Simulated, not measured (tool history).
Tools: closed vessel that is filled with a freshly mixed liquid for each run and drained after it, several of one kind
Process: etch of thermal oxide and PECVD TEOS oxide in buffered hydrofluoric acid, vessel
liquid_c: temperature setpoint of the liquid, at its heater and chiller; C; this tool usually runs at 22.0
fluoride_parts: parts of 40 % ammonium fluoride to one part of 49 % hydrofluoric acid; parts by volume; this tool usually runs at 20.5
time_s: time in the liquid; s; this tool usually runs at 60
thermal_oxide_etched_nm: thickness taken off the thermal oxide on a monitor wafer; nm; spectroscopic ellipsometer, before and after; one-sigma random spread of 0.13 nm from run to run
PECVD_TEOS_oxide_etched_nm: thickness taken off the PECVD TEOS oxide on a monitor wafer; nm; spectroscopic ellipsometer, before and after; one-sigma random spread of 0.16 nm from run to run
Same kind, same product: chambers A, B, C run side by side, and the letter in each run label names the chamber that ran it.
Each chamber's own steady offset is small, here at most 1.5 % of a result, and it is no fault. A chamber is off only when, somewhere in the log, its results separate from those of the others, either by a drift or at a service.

| run | day | liquid_c | fluoride_parts | time_s | hours since the thermometer was replaced | hours since the hydrofluoric acid flow meter was replaced | read-back film thickness of the thermal oxide reference wafer, read on the same gauge (nm) | read-back film thickness of the PECVD TEOS oxide reference wafer, read on the same gauge (nm) | thermal_oxide_etched_nm | PECVD_TEOS_oxide_etched_nm |
|---|---|---|---|---|---|---|---|---|---|---|
| 1B | 0.246 | 22.0 | 20.5 | 60 | 341.5 | 57.4 | 140.01 | 150.01 | 29.913 | 41.112 |
| 2C | 0.525 | 22.0 | 20.5 | 60 | 1419.4 | 190.6 | 140.02 | 150.00 | 30.333 | 41.339 |
| 3A | 0.792 | 22.0 | 20.5 | 60 | 734.8 | 188.6 | 140.02 | 150.00 | 29.952 | 41.410 |
| 4B | 0.962 | 22.0 | 20.5 | 60 | 358.7 | 74.6 | 139.98 | 150.00 | 29.745 | 41.022 |
| 5A | 1.250 | 22.0 | 20.5 | 60 | 745.8 | 199.6 | 139.99 | 150.01 | 30.274 | 41.108 |
| 6C | 1.538 | 17.5 | 20.5 | 30 | 1443.7 | 214.9 | 139.98 | 150.00 | 11.719 | 16.026 |
| 7C | 1.671 | 17.5 | 20.5 | 30 | 1446.9 | 218.1 | 139.99 | 150.03 | 11.662 | 16.117 |
| 8B | 1.962 | 17.5 | 20.5 | 30 | 382.7 | 98.6 | 140.02 | 150.01 | 11.515 | 15.927 |
| 9A | 2.212 | 22.0 | 20.5 | 60 | 768.9 | 222.7 | 140.01 | 149.96 | 30.243 | 41.636 |
| 10C | 2.488 | 22.0 | 20.5 | 60 | 1466.5 | 237.7 | 140.00 | 149.99 | 30.017 | 41.165 |
| 11A | 2.746 | 22.0 | 20.5 | 60 | 781.7 | 235.5 | 140.01 | 150.00 | 30.283 | 41.352 |
| 12B | 3.038 | 24.5 | 20.5 | 75 | 408.5 | 124.4 | 140.02 | 149.99 | 42.491 | 58.990 |
| 13C | 3.242 | 24.5 | 20.5 | 75 | 1484.6 | 255.8 | 140.02 | 150.00 | 43.033 | 59.234 |
| 14B | 3.538 | 24.5 | 20.5 | 75 | 420.5 | 136.4 | 140.00 | 150.00 | 43.010 | 58.760 |
| 15A | 3.754 | 22.0 | 20.5 | 60 | 805.9 | 259.7 | 139.99 | 150.02 | 30.114 | 41.236 |
| 16A | 3.988 | 22.0 | 20.5 | 60 | 811.5 | 265.3 | 139.96 | 150.01 | 30.172 | 41.086 |
| 17C | 4.283 | 22.0 | 20.5 | 60 | 1509.6 | 280.8 | 139.99 | 150.01 | 30.110 | 41.037 |
| 18B | 4.504 | 22.0 | 20.5 | 60 | 443.7 | 159.6 | 139.96 | 150.01 | 29.671 | 41.124 |
| 19A | 4.738 | 22.0 | 20.5 | 85 | 829.5 | 283.3 | 139.99 | 150.00 | 42.619 | 58.833 |
| 20C | 4.875 | 22.0 | 20.5 | 85 | 1523.8 | 295.0 | 140.01 | 150.01 | 42.440 | 58.676 |
| 21B | 5.058 | 22.0 | 20.5 | 85 | 457.0 | 172.9 | 140.01 | 149.99 | 41.768 | 58.409 |
| 22C | 5.208 | 22.0 | 20.5 | 60 | 1531.8 | 303.0 | 139.98 | 150.00 | 30.146 | 41.405 |
| 23B | 5.454 | 22.0 | 20.5 | 60 | 466.5 | 182.4 | 140.01 | 150.02 | 29.954 | 41.178 |
| 24A | 5.592 | 22.0 | 20.5 | 60 | 850.0 | 303.8 | 139.98 | 150.01 | 30.103 | 41.265 |
| 25C | 5.838 | 22.0 | 20.5 | 60 | 1546.9 | 318.1 | 139.99 | 149.99 | 30.096 | 41.389 |
| 26A | 6.125 | 22.0 | 20.5 | 60 | 862.8 | 316.6 | 140.02 | 150.00 | 30.115 | 41.563 |
| 27B | 6.404 | 22.0 | 20.5 | 60 | 489.3 | 205.2 | 139.99 | 150.03 | 29.502 | 41.282 |
| 28A | 6.542 | 20.0 | 25.5 | 60 | 872.8 | 326.6 | 139.99 | 150.02 | 23.253 | 31.959 |
| 29C | 6.779 | 20.0 | 25.5 | 60 | 1569.5 | 340.7 | 139.97 | 149.99 | 23.190 | 31.923 |
| 30B | 7.062 | 20.0 | 25.5 | 60 | 505.1 | 221.0 | 139.98 | 149.99 | 22.860 | 31.401 |
| 31C | 7.233 | 18.0 | 20.5 | 50 | 1580.4 | 351.6 | 140.00 | 149.98 | 19.892 | 27.576 |
| 32A | 7.462 | 18.0 | 20.5 | 50 | 894.9 | 348.7 | 140.03 | 150.00 | 19.983 | 27.635 |

All 3 chambers run these settings next. Forecast each chamber's results:
| 33A | 7.683 | 22.0 | 20.5 | 60 |  |  |  |  | ? | ? |
| 33B | 7.683 | 22.0 | 20.5 | 60 |  |  |  |  | ? | ? |
| 33C | 7.683 | 22.0 | 20.5 | 60 |  |  |  |  | ? | ? |

| run | thermal_oxide_etched_nm | PECVD_TEOS_oxide_etched_nm |
|---|---|---|
| 33A | 30.035 | 41.501 |
| 33B | 29.783 | 41.055 |
| 33C | 30.350 | 41.357 |
